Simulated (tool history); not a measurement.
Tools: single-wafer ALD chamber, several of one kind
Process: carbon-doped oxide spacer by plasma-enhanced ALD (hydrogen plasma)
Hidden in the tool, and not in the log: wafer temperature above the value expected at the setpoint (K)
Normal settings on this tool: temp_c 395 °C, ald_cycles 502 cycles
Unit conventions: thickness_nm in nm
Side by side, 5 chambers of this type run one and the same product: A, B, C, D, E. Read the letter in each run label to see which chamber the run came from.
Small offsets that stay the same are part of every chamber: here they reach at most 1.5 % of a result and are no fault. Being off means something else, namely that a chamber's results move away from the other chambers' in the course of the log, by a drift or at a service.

run	hour	temp_c	ald_cycles	hours since the last thermocouple change	read-back reference wafer on the same gauge, thickness_nm	thickness_nm
1E	6.1	395	502	247.3	26.879	25.014
2A	14.9	395	502	971.5	26.873	25.46
3D	24.2	395	502	667.9	26.894	25.284
4C	32.5	395	502	1244.1	26.907	25.116
5B	38.8	395	502	1034.9	26.911	25.14
6C	46.3	404	502	1257.9	26.89	24.563
7B	51.2	404	502	1047.3	26.899	24.715
8D	56.8	404	502	700.5	26.917	24.626
9A	65	404	502	1021.6	26.927	25.157
10E	70.4	404	502	311.6	26.878	24.344
11D	75.7	395	502	719.4	26.883	25.248
12E	81	381	459	322.2	26.919	22.901
13B	86.2	381	459	1082.3	26.863	23.213
14A	92	381	459	1048.6	26.924	23.124
15C	96.9	381	459	1308.5	26.882	22.988
16B	106.5	381	459	1102.6	26.906	22.975
17D	111.2	395	502	754.9	26.909	25.504
18A	118.2	395	502	1074.8	26.914	25.561
19C	126.1	395	502	1337.7	26.915	25.04
20E	135.9	401	592	377.1	26.903	29.112
21C	141.4	401	592	1353	26.918	28.977
22A	148.6	401	592	1105.2	26.89	29.947
23E	155	401	592	396.2	26.886	28.97
24D	164.3	401	592	808	26.902	29.478
25B	171.5	395	502	1167.6	26.878	25.173
26A	179.5	402	452	1136.1	26.921	22.68
27B	186.2	402	452	1182.3	26.889	22.503
28E	191.4	402	452	432.6	26.916	22.025
29C	200.4	402	452	1412	26.907	21.938
30D	206.1	402	452	849.8	26.9	22.439
31A	210.6	395	502	1167.2	26.895	25.664
32B	219.9	395	502	1216	26.911	25.379
33C	224.8	395	502	1436.4	26.894	25.2
34E	229.2	395	502	470.4	26.867	24.957
35D	237.5	387	446	881.2	26.915	22.635
36B	246.8	387	446	1242.9	26.909	22.628
37A	252.3	387	446	1208.9	26.895	22.557
38D	258.3	387	446	902	26.903	22.464
39E	267.9	387	446	509.1	26.889	22.209
40C	273	395	502	1484.6	26.908	24.96
41C	280.1	395	502	1491.7	26.88	25.126

Is one chamber off against the others, does the gauge drift, or is nothing wrong? If a chamber is off, say which, and what the likeliest cause is.

Nothing is wrong: each chamber keeps only its own small, steady offset and the gauge holds still.
